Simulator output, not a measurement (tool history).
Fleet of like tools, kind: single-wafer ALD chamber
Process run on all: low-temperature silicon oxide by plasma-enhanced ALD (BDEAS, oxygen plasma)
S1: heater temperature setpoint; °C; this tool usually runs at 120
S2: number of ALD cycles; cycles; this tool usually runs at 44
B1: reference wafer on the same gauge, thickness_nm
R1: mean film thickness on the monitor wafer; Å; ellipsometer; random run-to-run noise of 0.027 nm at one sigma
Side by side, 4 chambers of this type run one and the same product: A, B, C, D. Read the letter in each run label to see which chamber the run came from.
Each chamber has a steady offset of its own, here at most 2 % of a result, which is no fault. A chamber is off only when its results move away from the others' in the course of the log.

| run | hour | S1 | S2 | B1 | R1 |
|---|---|---|---|---|---|
| 1C | 10.1 | 120 | 44 | 6.6074 | 60.772 |
| 2D | 17.4 | 120 | 44 | 6.6098 | 60.757 |
| 3B | 25.9 | 120 | 44 | 6.609 | 60.368 |
| 4A | 32.7 | 120 | 44 | 6.6069 | 61.435 |
| 5C | 45.6 | 120 | 44 | 6.6032 | 60.987 |
| 6D | 52 | 120 | 44 | 6.6007 | 61.083 |
| 7A | 65 | 120 | 44 | 6.6143 | 61.418 |
| 8B | 76.8 | 114 | 44 | 6.6074 | 61.468 |
| 9B | 86.7 | 114 | 44 | 6.6116 | 61.027 |
| 10C | 99.2 | 114 | 44 | 6.6091 | 61.368 |
| 11A | 105.9 | 114 | 44 | 6.6116 | 61.96 |
| 12D | 112.2 | 120 | 44 | 6.6127 | 61.172 |
|  | 123.1 | chamber A: thermocouple changed; heater temperature recalibrated |
| 13A | 123.3 | 120 | 44 | 6.6143 | 61.414 |
| 14B | 133.8 | 120 | 36 | 6.6122 | 49.399 |
| 15D | 143.2 | 120 | 36 | 6.6099 | 49.963 |
| 16C | 154 | 120 | 36 | 6.6061 | 50.011 |
| 17A | 164.8 | 120 | 36 | 6.6067 | 50.471 |
| 18C | 175.5 | 120 | 44 | 6.616 | 60.558 |
| 19B | 182.2 | 120 | 44 | 6.6095 | 60.13 |
| 20D | 189.5 | 133 | 39 | 6.6113 | 53.006 |
| 21B | 200.5 | 133 | 39 | 6.6141 | 51.799 |
| 22D | 210.5 | 133 | 39 | 6.6023 | 52.476 |
| 23A | 223.4 | 133 | 39 | 6.6032 | 53.449 |
| 24C | 230 | 120 | 44 | 6.6134 | 60.824 |
| 25A | 242.2 | 120 | 44 | 6.6089 | 61.616 |
| 26D | 249.7 | 120 | 44 | 6.6053 | 60.887 |
| 27C | 261.4 | 120 | 44 | 6.6138 | 61.045 |
| 28B | 270.1 | 120 | 44 | 6.6114 | 60.398 |
| 29B | 276.7 | 120 | 44 | 6.6078 | 60.223 |
| 30C | 284.8 | 120 | 44 | 6.6067 | 61.082 |
| 31D | 296.8 | 120 | 44 | 6.6094 | 61.402 |
| 32A | 303.5 | 120 | 44 | 6.6123 | 61.672 |
| 33A | 314.1 | 120 | 44 | 6.6126 | 61.947 |
| 34C | 325.8 | 120 | 44 | 6.6161 | 60.829 |
| 35B | 336.5 | 120 | 44 | 6.6141 | 60.626 |
| 36D | 343 | 120 | 44 | 6.6103 | 60.879 |
| 37D | 353 | 125 | 36 | 6.6201 | 49.185 |
| 38A | 360.6 | 125 | 36 | 6.6177 | 49.677 |
| 39B | 367.7 | 125 | 36 | 6.604 | 49.496 |
| 40C | 377 | 125 | 36 | 6.6136 | 49.018 |
| 41C | 384.6 | 120 | 44 | 6.6113 | 60.844 |
|  | 386.4 | chamber D: thermocouple changed; heater temperature recalibrated |
| 42A | 393.3 | 120 | 44 | 6.6065 | 61.586 |
| 43D | 404.2 | 120 | 44 | 6.6107 | 61.079 |
| 44B | 414.2 | 120 | 44 | 6.613 | 60.449 |

Is one chamber out of step, is the gauge drifting, or do the chambers differ by no more than their own small offsets? For an off chamber, give its letter and the likeliest cause.

No chamber is off and the gauge is stable; the differences are just each chamber's small, constant offset.

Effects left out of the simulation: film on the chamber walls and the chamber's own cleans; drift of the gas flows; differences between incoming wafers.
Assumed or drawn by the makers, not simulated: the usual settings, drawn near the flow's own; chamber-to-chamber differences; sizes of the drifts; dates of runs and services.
